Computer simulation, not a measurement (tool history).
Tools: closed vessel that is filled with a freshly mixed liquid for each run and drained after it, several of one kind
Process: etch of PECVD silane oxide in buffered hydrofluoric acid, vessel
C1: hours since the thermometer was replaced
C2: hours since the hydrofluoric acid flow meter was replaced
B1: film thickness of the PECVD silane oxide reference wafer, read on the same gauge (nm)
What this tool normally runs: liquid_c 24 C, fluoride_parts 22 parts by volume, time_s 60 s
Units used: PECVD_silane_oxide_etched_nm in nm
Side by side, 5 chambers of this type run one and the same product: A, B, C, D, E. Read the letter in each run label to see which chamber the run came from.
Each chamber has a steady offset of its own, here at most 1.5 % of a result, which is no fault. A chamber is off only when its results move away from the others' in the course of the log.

Run 1A, hour 6.3: usual settings; C1 477; C2 1067.3; B1 60.003. Result: PECVD_silane_oxide_etched_nm 95.652 nm.
Run 2C, hour 13: usual settings; C1 1084.6; C2 682.5; B1 59.995. Result: PECVD_silane_oxide_etched_nm 97.382 nm.
Run 3B, hour 19.1: usual settings; C1 399.9; C2 1014.8; B1 59.976. Result: PECVD_silane_oxide_etched_nm 96.691 nm.
Run 4D, hour 28: usual settings; C1 331.5; C2 2242.3; B1 60.031. Result: PECVD_silane_oxide_etched_nm 97.721 nm.
Run 5E, hour 32.7: usual settings; C1 774.1; C2 668; B1 60.017. Result: PECVD_silane_oxide_etched_nm 97.304 nm.
Run 6D, hour 37.7: usual settings; C1 341.2; C2 2252; B1 60. Result: PECVD_silane_oxide_etched_nm 97.48 nm.
Run 7C, hour 46.8: usual settings but liquid_c 20 C; C1 1118.4; C2 716.3; B1 59.995. Result: PECVD_silane_oxide_etched_nm 78.509 nm.
Run 8A, hour 55: usual settings but liquid_c 20 C; C1 525.7; C2 1116; B1 60.009. Result: PECVD_silane_oxide_etched_nm 77.046 nm.
Run 9E, hour 62.6: usual settings but liquid_c 20 C; C1 804; C2 697.9; B1 59.968. Result: PECVD_silane_oxide_etched_nm 78.054 nm.
Run 10B, hour 69.1: usual settings but liquid_c 20 C; C1 449.9; C2 1064.8; B1 60.011. Result: PECVD_silane_oxide_etched_nm 77.706 nm.
Run 11E, hour 76.2: usual settings but liquid_c 20 C; C1 817.6; C2 711.5; B1 60.041. Result: PECVD_silane_oxide_etched_nm 78.139 nm.
At hour 79.2: chamber B: thermometer replaced.
Run 12A, hour 83.7: usual settings; C1 554.4; C2 1144.7; B1 60.004. Result: PECVD_silane_oxide_etched_nm 96.798 nm.
Run 13D, hour 88.3: usual settings; C1 391.8; C2 2302.6; B1 59.986. Result: PECVD_silane_oxide_etched_nm 97.28 nm.
At hour 91.6: chamber E: hydrofluoric acid flow meter replaced.
Run 14B, hour 93.8: usual settings but fluoride_parts 27.5 parts by volume; C1 14.7; C2 1089.5; B1 59.998. Result: PECVD_silane_oxide_etched_nm 82.577 nm.
Run 15C, hour 102.7: usual settings but fluoride_parts 27.5 parts by volume; C1 1174.3; C2 772.2; B1 59.988. Result: PECVD_silane_oxide_etched_nm 82.365 nm.
Run 16A, hour 108.2: usual settings but fluoride_parts 27.5 parts by volume; C1 578.9; C2 1169.2; B1 60.019. Result: PECVD_silane_oxide_etched_nm 82.424 nm.
At hour 117.3: chamber D: hydrofluoric acid flow meter replaced.
Run 17B, hour 118.4: usual settings but fluoride_parts 27.5 parts by volume; C1 39.3; C2 1114.1; B1 60.052. Result: PECVD_silane_oxide_etched_nm 83.378 nm.
Run 18E, hour 125.3: usual settings but fluoride_parts 27.5 parts by volume; C1 866.7; C2 33.7; B1 60.037. Result: PECVD_silane_oxide_etched_nm 83.668 nm.
Run 19C, hour 130.2: usual settings; C1 1201.8; C2 799.7; B1 60.015. Result: PECVD_silane_oxide_etched_nm 96.215 nm.
Run 20D, hour 135: usual settings; C1 438.5; C2 17.8; B1 60.028. Result: PECVD_silane_oxide_etched_nm 96.828 nm.
Run 21D, hour 142.6: usual settings but time_s 85 s; C1 446.1; C2 25.4; B1 59.94. Result: PECVD_silane_oxide_etched_nm 137.92 nm.
Run 22A, hour 150.5: usual settings but time_s 85 s; C1 621.2; C2 1211.5; B1 59.985. Result: PECVD_silane_oxide_etched_nm 136.27 nm.
Run 23E, hour 160.7: usual settings but time_s 85 s; C1 902.1; C2 69.1; B1 59.994. Result: PECVD_silane_oxide_etched_nm 136.27 nm.
Run 24B, hour 166.3: usual settings but time_s 85 s; C1 87.2; C2 1162; B1 59.992. Result: PECVD_silane_oxide_etched_nm 136.38 nm.
Run 25C, hour 174.9: usual settings but time_s 85 s; C1 1246.5; C2 844.4; B1 59.959. Result: PECVD_silane_oxide_etched_nm 137.11 nm.
Run 26A, hour 183.1: usual settings; C1 653.8; C2 1244.1; B1 60.016. Result: PECVD_silane_oxide_etched_nm 96.442 nm.
At hour 184.4: chamber A: hydrofluoric acid flow meter replaced.
Run 27C, hour 190.8: usual settings; C1 1262.4; C2 860.3; B1 60.005. Result: PECVD_silane_oxide_etched_nm 96.486 nm.
Run 28D, hour 198: usual settings but fluoride_parts 26 parts by volume, time_s 45 s; C1 501.5; C2 80.8; B1 60.009. Result: PECVD_silane_oxide_etched_nm 65.226 nm.
Run 29B, hour 203.4: usual settings but fluoride_parts 26 parts by volume, time_s 45 s; C1 124.3; C2 1199.1; B1 60.016. Result: PECVD_silane_oxide_etched_nm 64.852 nm.
Run 30E, hour 209.1: usual settings but fluoride_parts 26 parts by volume, time_s 45 s; C1 950.5; C2 117.5; B1 60.031. Result: PECVD_silane_oxide_etched_nm 65.332 nm.
Run 31C, hour 217.9: usual settings but fluoride_parts 26 parts by volume, time_s 45 s; C1 1289.5; C2 887.4; B1 60.038. Result: PECVD_silane_oxide_etched_nm 65.002 nm.
Run 32A, hour 227.9: usual settings but fluoride_parts 26 parts by volume, time_s 45 s; C1 698.6; C2 43.5; B1 59.984. Result: PECVD_silane_oxide_etched_nm 64.089 nm.
At hour 237.1: chamber C: hydrofluoric acid flow meter replaced.
Run 33B, hour 237.9: usual settings; C1 158.8; C2 1233.6; B1 60.069. Result: PECVD_silane_oxide_etched_nm 96.581 nm.
Run 34D, hour 242.6: usual settings; C1 546.1; C2 125.4; B1 60.021. Result: PECVD_silane_oxide_etched_nm 97.483 nm.
Run 35E, hour 252.6: usual settings; C1 994; C2 161; B1 59.991. Result: PECVD_silane_oxide_etched_nm 97.454 nm.
Run 36A, hour 257.7: usual settings; C1 728.4; C2 73.3; B1 59.987. Result: PECVD_silane_oxide_etched_nm 96.177 nm.
At hour 263.8: chamber C: thermometer replaced.
Run 37C, hour 265.2: usual settings; C1 1.4; C2 28.1; B1 60.052. Result: PECVD_silane_oxide_etched_nm 97.055 nm.
Run 38B, hour 274.5: usual settings; C1 195.4; C2 1270.2; B1 59.984. Result: PECVD_silane_oxide_etched_nm 96.792 nm.
Run 39E, hour 279.7: usual settings; C1 1021.1; C2 188.1; B1 60.013. Result: PECVD_silane_oxide_etched_nm 97.355 nm.
Run 40D, hour 288.3: usual settings; C1 591.8; C2 171.1; B1 59.978. Result: PECVD_silane_oxide_etched_nm 98.307 nm.
Run 41E, hour 298.3: usual settings but fluoride_parts 28 parts by volume; C1 1039.7; C2 206.7; B1 59.985. Result: PECVD_silane_oxide_etched_nm 82.288 nm.

Read the log: is a single chamber off, either drifting away or since a service, is the gauge that measures every chamber drifting, or is nothing wrong beyond small per-chamber offsets? Name any odd chamber and what most likely caused it.

The fleet is healthy, with each chamber sitting at its usual small offset and no drift in the gauge.
